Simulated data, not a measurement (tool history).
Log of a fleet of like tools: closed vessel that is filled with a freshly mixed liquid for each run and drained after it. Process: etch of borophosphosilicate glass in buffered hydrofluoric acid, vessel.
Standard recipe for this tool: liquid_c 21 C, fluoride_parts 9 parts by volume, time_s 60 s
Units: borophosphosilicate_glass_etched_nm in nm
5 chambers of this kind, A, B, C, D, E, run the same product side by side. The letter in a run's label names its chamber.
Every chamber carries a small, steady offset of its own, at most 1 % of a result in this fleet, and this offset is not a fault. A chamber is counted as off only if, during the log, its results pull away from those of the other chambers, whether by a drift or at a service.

run	hour	liquid_c	fluoride_parts	time_s	hours since the thermometer was replaced	hours since the hydrofluoric acid flow meter was replaced	read-back film thickness of the borophosphosilicate glass reference wafer, read on the same gauge (nm)	borophosphosilicate_glass_etched_nm
1E	5.7	21	9	60	187.1	17	90.003	137.46
2C	9.4	21	9	60	1389.4	1544.8	89.997	139.33
3B	13.1	21	9	60	827.1	1101.4	89.979	138.73
4D	18.6	21	9	60	1126.6	501.4	89.956	137.95
5A	22.3	21	9	60	842.8	829.2	89.989	137.35
6A	28.1	21	9	60	848.6	835	89.998	138.65
7D	32.7	21	9	60	1140.7	515.5	89.989	136.88
8E	38.4	21	9	60	219.8	49.7	90.026	135.74
9C	41.4	21	9	30	1421.4	1576.8	89.943	70.201
10B	47.2	21	9	30	861.2	1135.5	89.977	68.631
11B	50.7	21	9	30	864.7	1139	89.972	69.279
12A	55.5	21	9	30	876	862.4	89.968	69.534
13D	60.4	21	9	30	1168.4	543.2	89.998	68.127
14C	65.5	21	9	60	1445.5	1600.9	90.014	139.06
15E	69.7	21	9	60	251.1	81	90.045	138.3
16C	73	21	9	60	1453	1608.4	90.016	139.29
17D	78	21	9	60	1186	560.8	89.974	137.41
18A	81.8	21	9	60	902.3	888.7	89.965	139.4
19B	85.6	21	9	60	899.6	1173.9	89.977	140.94
20E	89	21	9	60	270.4	100.3	89.979	137.17
21C	95.2	21	9	50	1475.2	1630.6	90.024	115.03
22A	98.1	21	9	50	918.6	905	89.976	116.13
23D	102.7	21	9	50	1210.7	585.5	89.989	113.76
24B	106.9	21	9	50	920.9	1195.2	90.022	118.21
# hour 107.5: chamber D: hydrofluoric acid flow meter replaced
25E	110.9	21	9	50	292.3	122.2	90.005	114.88
26E	114.4	21	9	35	295.8	125.7	89.989	80.283
27D	120.5	21	9	35	1228.5	13	89.946	80.601
28B	123.6	21	9	35	937.6	1211.9	90.024	84.147
29A	128.8	21	9	35	949.3	935.7	89.998	80.828
30C	133.6	21	9	35	1513.6	1669	89.993	81.349
31D	136.8	21	11.5	30	1244.8	29.3	89.997	55.545
32C	140.9	21	11.5	30	1520.9	1676.3	90.017	57.293
33E	147.1	21	11.5	30	328.5	158.4	90.013	56.491
34B	153.1	21	11.5	30	967.1	1241.4	90.018	59.422
35A	158.3	21	11.5	30	978.8	965.2	90.016	57.064
36A	162.3	21	9	60	982.8	969.2	90.011	137.63
37E	168.4	21	9	60	349.8	179.7	90.027	137.03
38D	171.7	17	9	60	1279.7	64.2	90.019	109.96
39C	176.5	17	9	60	1556.5	1711.9	89.974	109.54
40B	183.1	17	9	60	997.1	1271.4	90.019	121.24
41E	187.6	17	9	60	369	198.9	89.961	109.29
42C	191.9	17	9	60	1571.9	1727.3	89.974	110.89
43D	196.3	21	9	60	1304.3	88.8	90.042	137.9
44B	202.9	21	9	60	1016.9	1291.2	89.994	150.71

Does one chamber stand apart from the rest, does the shared gauge drift, or is all well apart from small per-chamber offsets? Give the chamber and the most likely cause, where there is one.

One chamber, B, drifts off from the rest bit by bit.
Cause: liquid hotter than its thermometer reads (K) = 1.65.
The log might look much the same if the cause were instead: hydrofluoric acid flow above the setpoint (%).

Here are 4 candidates for chamber B's next run, each the usual settings with a change, their results left as question marks. Which one brings its results back in line with what the others give on the usual settings?
In line here means within this much of the mean the other chambers give on the usual settings: borophosphosilicate_glass_etched_nm 3.8 nm
45B-1	207.5	20.5	9.5	55				?
45B-2	207.5	21	9	55				?
45B-3	207.5	21	9	65				?
45B-4	207.5	21	9	70				?

Average result of the remaining chambers running the usual settings: borophosphosilicate_glass_etched_nm 138.12 nm
run	borophosphosilicate_glass_etched_nm
45B-1	130.56
45B-2	138.87
45B-3	164.12
45B-4	176.74
The right change is 45B-2: it brings the chamber back within the allowed miss of the others.
